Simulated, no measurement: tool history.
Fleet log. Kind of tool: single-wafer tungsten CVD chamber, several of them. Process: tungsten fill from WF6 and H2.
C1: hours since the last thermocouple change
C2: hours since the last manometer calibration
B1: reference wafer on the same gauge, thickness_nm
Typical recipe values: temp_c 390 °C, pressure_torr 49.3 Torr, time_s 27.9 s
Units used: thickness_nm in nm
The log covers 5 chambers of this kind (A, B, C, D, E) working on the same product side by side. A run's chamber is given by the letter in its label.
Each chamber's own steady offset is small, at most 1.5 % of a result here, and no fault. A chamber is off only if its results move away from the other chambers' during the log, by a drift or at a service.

{"run": "1B", "hour": 6.0, "temp_c": 390, "pressure_torr": 49.3, "time_s": 27.9, "C1": 805.4, "C2": 458.7, "B1": 79.295, "thickness_nm": 84.83}
{"run": "2A", "hour": 13.7, "temp_c": 390, "pressure_torr": 49.3, "time_s": 27.9, "C1": 520, "C2": 658.2, "B1": 79.273, "thickness_nm": 85.053}
{"run": "3D", "hour": 19.4, "temp_c": 390, "pressure_torr": 49.3, "time_s": 27.9, "C1": 2253.1, "C2": 227.5, "B1": 79.247, "thickness_nm": 84.47}
{"run": "4C", "hour": 27.8, "temp_c": 390, "pressure_torr": 49.3, "time_s": 27.9, "C1": 711.6, "C2": 2067.8, "B1": 79.244, "thickness_nm": 84.301}
{"run": "5E", "hour": 35.7, "temp_c": 390, "pressure_torr": 49.3, "time_s": 27.9, "C1": 436.7, "C2": 581.6, "B1": 79.249, "thickness_nm": 85.492}
{"run": "6B", "hour": 41.9, "temp_c": 390, "pressure_torr": 49.3, "time_s": 32.7, "C1": 841.3, "C2": 494.6, "B1": 79.233, "thickness_nm": 99.325}
{"run": "7C", "hour": 46.1, "temp_c": 390, "pressure_torr": 49.3, "time_s": 32.7, "C1": 729.9, "C2": 2086.1, "B1": 79.216, "thickness_nm": 99.159}
{"run": "8A", "hour": 52.6, "temp_c": 390, "pressure_torr": 49.3, "time_s": 32.7, "C1": 558.9, "C2": 697.1, "B1": 79.219, "thickness_nm": 99.669}
{"run": "9E", "hour": 57.4, "temp_c": 390, "pressure_torr": 49.3, "time_s": 32.7, "C1": 458.4, "C2": 603.3, "B1": 79.213, "thickness_nm": 100.02}
{"run": "10D", "hour": 65.2, "temp_c": 390, "pressure_torr": 49.3, "time_s": 32.7, "C1": 2298.9, "C2": 273.3, "B1": 79.19, "thickness_nm": 98.816}
{"run": "11D", "hour": 73.3, "temp_c": 401, "pressure_torr": 58.3, "time_s": 27.9, "C1": 2307, "C2": 281.4, "B1": 79.161, "thickness_nm": 111.63}
{"run": "12C", "hour": 81.7, "temp_c": 401, "pressure_torr": 58.3, "time_s": 27.9, "C1": 765.5, "C2": 2121.7, "B1": 79.145, "thickness_nm": 111.5}
{"run": "13A", "hour": 89.7, "temp_c": 401, "pressure_torr": 58.3, "time_s": 27.9, "C1": 596, "C2": 734.2, "B1": 79.124, "thickness_nm": 112.68}
{"run": "14E", "hour": 97.4, "temp_c": 401, "pressure_torr": 58.3, "time_s": 27.9, "C1": 498.4, "C2": 643.3, "B1": 79.127, "thickness_nm": 113.36}
{"run": "15B", "hour": 101.6, "temp_c": 401, "pressure_torr": 58.3, "time_s": 27.9, "C1": 901, "C2": 554.3, "B1": 79.087, "thickness_nm": 112.5}
{"run": "16B", "hour": 105.7, "temp_c": 390, "pressure_torr": 49.3, "time_s": 27.9, "C1": 905.1, "C2": 558.4, "B1": 79.063, "thickness_nm": 84.714}
{"run": "17C", "hour": 111.2, "temp_c": 390, "pressure_torr": 49.3, "time_s": 27.9, "C1": 795, "C2": 2151.2, "B1": 79.111, "thickness_nm": 84.149}
{"run": "18A", "hour": 115.5, "temp_c": 390, "pressure_torr": 49.3, "time_s": 27.9, "C1": 621.8, "C2": 760, "B1": 79.06, "thickness_nm": 85.19}
{"run": "19E", "hour": 124.0, "temp_c": 390, "pressure_torr": 49.3, "time_s": 27.9, "C1": 525, "C2": 669.9, "B1": 79.044, "thickness_nm": 85.352}
{"run": "20D", "hour": 130.3, "temp_c": 390, "pressure_torr": 41.2, "time_s": 27.9, "C1": 2364, "C2": 338.4, "B1": 79.027, "thickness_nm": 77.676}
{"run": "21C", "hour": 138.1, "temp_c": 390, "pressure_torr": 41.2, "time_s": 27.9, "C1": 821.9, "C2": 2178.1, "B1": 79.023, "thickness_nm": 77.379}
{"run": "22A", "hour": 145.7, "temp_c": 390, "pressure_torr": 41.2, "time_s": 27.9, "C1": 652, "C2": 790.2, "B1": 79.012, "thickness_nm": 78.518}
{"run": "23E", "hour": 152.2, "temp_c": 390, "pressure_torr": 41.2, "time_s": 27.9, "C1": 553.2, "C2": 698.1, "B1": 78.996, "thickness_nm": 78.495}
{"run": "24B", "hour": 158.0, "temp_c": 390, "pressure_torr": 41.2, "time_s": 27.9, "C1": 957.4, "C2": 610.7, "B1": 79.001, "thickness_nm": 78.034}
{"run": "25D", "hour": 162.8, "temp_c": 390, "pressure_torr": 49.3, "time_s": 27.9, "C1": 2396.5, "C2": 370.9, "B1": 79.024, "thickness_nm": 84.342}
{"run": "26D", "hour": 168.4, "temp_c": 390, "pressure_torr": 49.3, "time_s": 27.9, "C1": 2402.1, "C2": 376.5, "B1": 78.991, "thickness_nm": 84.149}
{"run": "27A", "hour": 174.6, "temp_c": 390, "pressure_torr": 49.3, "time_s": 27.9, "C1": 680.9, "C2": 819.1, "B1": 78.959, "thickness_nm": 84.863}
{"run": "28B", "hour": 183.0, "temp_c": 390, "pressure_torr": 49.3, "time_s": 27.9, "C1": 982.4, "C2": 635.7, "B1": 78.927, "thickness_nm": 84.768}
{"run": "29E", "hour": 189.5, "temp_c": 384, "pressure_torr": 49.3, "time_s": 24.2, "C1": 590.5, "C2": 735.4, "B1": 78.903, "thickness_nm": 65.545}
{"run": "30C", "hour": 194.8, "temp_c": 384, "pressure_torr": 49.3, "time_s": 24.2, "C1": 878.6, "C2": 2234.8, "B1": 78.907, "thickness_nm": 64.743}
{"run": "31A", "hour": 201.7, "temp_c": 384, "pressure_torr": 49.3, "time_s": 24.2, "C1": 708, "C2": 846.2, "B1": 78.909, "thickness_nm": 65.494}
{"run": "32D", "hour": 209.7, "temp_c": 384, "pressure_torr": 49.3, "time_s": 24.2, "C1": 2443.4, "C2": 417.8, "B1": 78.912, "thickness_nm": 64.65}
{"run": "33B", "hour": 218.2, "temp_c": 384, "pressure_torr": 49.3, "time_s": 24.2, "C1": 1017.6, "C2": 670.9, "B1": 78.882, "thickness_nm": 65.082}
{"run": "34E", "hour": 225.8, "temp_c": 390, "pressure_torr": 49.3, "time_s": 27.9, "C1": 626.8, "C2": 771.7, "B1": 78.887, "thickness_nm": 85.068}
{"run": "35C", "hour": 231.7, "temp_c": 390, "pressure_torr": 49.3, "time_s": 27.9, "C1": 915.5, "C2": 2271.7, "B1": 78.84, "thickness_nm": 84.018}
{"run": "36D", "hour": 237.9, "temp_c": 390, "pressure_torr": 49.3, "time_s": 27.9, "C1": 2471.6, "C2": 446, "B1": 78.847, "thickness_nm": 84.072}
{"run": "37B", "hour": 242.0, "temp_c": 390, "pressure_torr": 49.3, "time_s": 27.9, "C1": 1041.4, "C2": 694.7, "B1": 78.818, "thickness_nm": 84.134}
{"run": "38A", "hour": 247.9, "temp_c": 390, "pressure_torr": 49.3, "time_s": 27.9, "C1": 754.2, "C2": 892.4, "B1": 78.805, "thickness_nm": 84.774}

Each of the 5 chambers runs these same settings next. Fill in every chamber's results:
{"run": "39A", "hour": 254.1, "temp_c": 390, "pressure_torr": 49.3, "time_s": 27.9, "thickness_nm": "?"}
{"run": "39B", "hour": 254.1, "temp_c": 390, "pressure_torr": 49.3, "time_s": 27.9, "thickness_nm": "?"}
{"run": "39C", "hour": 254.1, "temp_c": 390, "pressure_torr": 49.3, "time_s": 27.9, "thickness_nm": "?"}
{"run": "39D", "hour": 254.1, "temp_c": 390, "pressure_torr": 49.3, "time_s": 27.9, "thickness_nm": "?"}
{"run": "39E", "hour": 254.1, "temp_c": 390, "pressure_torr": 49.3, "time_s": 27.9, "thickness_nm": "?"}

run=39A thickness_nm=84.717
run=39B thickness_nm=84.561
run=39C thickness_nm=83.873
run=39D thickness_nm=83.937
run=39E thickness_nm=84.995
